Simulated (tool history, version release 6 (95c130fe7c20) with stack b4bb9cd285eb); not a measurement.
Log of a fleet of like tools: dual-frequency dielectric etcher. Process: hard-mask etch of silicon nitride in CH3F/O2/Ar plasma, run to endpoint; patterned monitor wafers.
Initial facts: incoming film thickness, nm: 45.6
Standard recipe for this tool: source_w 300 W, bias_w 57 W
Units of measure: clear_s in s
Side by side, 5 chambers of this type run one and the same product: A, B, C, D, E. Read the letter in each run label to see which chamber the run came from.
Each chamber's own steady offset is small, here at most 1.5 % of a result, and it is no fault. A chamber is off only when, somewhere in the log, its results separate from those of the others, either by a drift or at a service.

run   hour  source_w  bias_w  hours since the last wet clean  hours since the last source power generator calibration  hours since the last bias power generator calibration  clear_s
 1C   12.2       300      57                           359.2                                                   2583.2                                                  541.6   80.884
 2A   20.2       300      57                           322.6                                                    544.9                                                 2120.2   80.480
 3E   28.1       300      57                           115.0                                                   1030.2                                                 2124.2   80.022
 4B   38.2       300      57                            73.9                                                     91.7                                                  626.8   79.084
 5D   47.0       300      49                           171.9                                                   3474.2                                                 1528.3   84.438
 6D   55.6       300      49                           180.5                                                   3482.8                                                 1536.9   84.474
 7B   68.8       300      49                           104.5                                                    122.3                                                  657.4   83.495
 8C   76.1       300      49                           423.1                                                   2647.1                                                  605.5   85.010
 9A   82.8       300      49                           385.2                                                    607.5                                                 2182.8   84.509
10E   93.6       300      57                           180.5                                                   1095.7                                                 2189.7   79.263
11A  106.6       300      57                           409.0                                                    631.3                                                 2206.6   79.875
12D  117.4       300      57                           242.3                                                   3544.6                                                 1598.7   80.524
13B  125.4       300      57                           161.1                                                    178.9                                                  714.0   78.929
14C  134.1       300      57                           481.1                                                   2705.1                                                  663.5   80.876
15E  147.0       300      57                           233.9                                                   1149.1                                                 2243.1   78.384
16C  159.2       320      47                           506.2                                                   2730.2                                                  688.6   83.717
17B  169.4       320      47                           205.1                                                    222.9                                                  758.0   82.102
18A  177.7       320      47                           480.1                                                    702.4                                                 2277.7   83.203
19D  187.3       320      47                           312.2                                                   3614.5                                                 1668.6   83.332
20E  195.8       320      47                           282.7                                                   1197.9                                                 2291.9   80.908
21D  205.7       300      57                           330.6                                                   3632.9                                                 1687.0   80.159
     210.4  -- chamber C: source power generator calibrated
22B  213.7       300      57                           249.4                                                    267.2                                                  802.3   79.490
23A  222.0       300      57                           524.4                                                    746.7                                                 2322.0   80.571
24E  232.1       230      48                           319.0                                                   1234.2                                                 2328.2   91.675
     238.6  -- chamber A: wet clean of the chamber
25C  243.0       230      48                           590.0                                                     32.6                                                  772.4   95.313
26D  255.1       230      48                           380.0                                                   3682.3                                                 1736.4   94.099
27B  266.0       230      48                           301.7                                                    319.5                                                  854.6   93.283
28E  271.7       230      48                           358.6                                                   1273.8                                                 2367.8   90.942
29A  282.2       300      57                            43.6                                                    806.9                                                 2382.2   80.628
30C  295.1       300      57                           642.1                                                     84.7                                                  824.5   80.715
31D  305.6       300      57                           430.5                                                   3732.8                                                 1786.9   80.518
32E  314.1       300      57                           401.0                                                   1316.2                                                 2410.2   77.091
33A  323.2       300      57                            84.6                                                    847.9                                                 2423.2   80.361

Predict what each chamber gives when all 5 of them run the settings below next.
34A  332.6       300      50                                                                                                                                                        ?
34B  332.6       300      50                                                                                                                                                        ?
34C  332.6       300      50                                                                                                                                                        ?
34D  332.6       300      50                                                                                                                                                        ?
34E  332.6       300      50                                                                                                                                                        ?

run  clear_s
34A   83.863
34B   82.391
34C   84.527
34D   83.732
34E   80.546
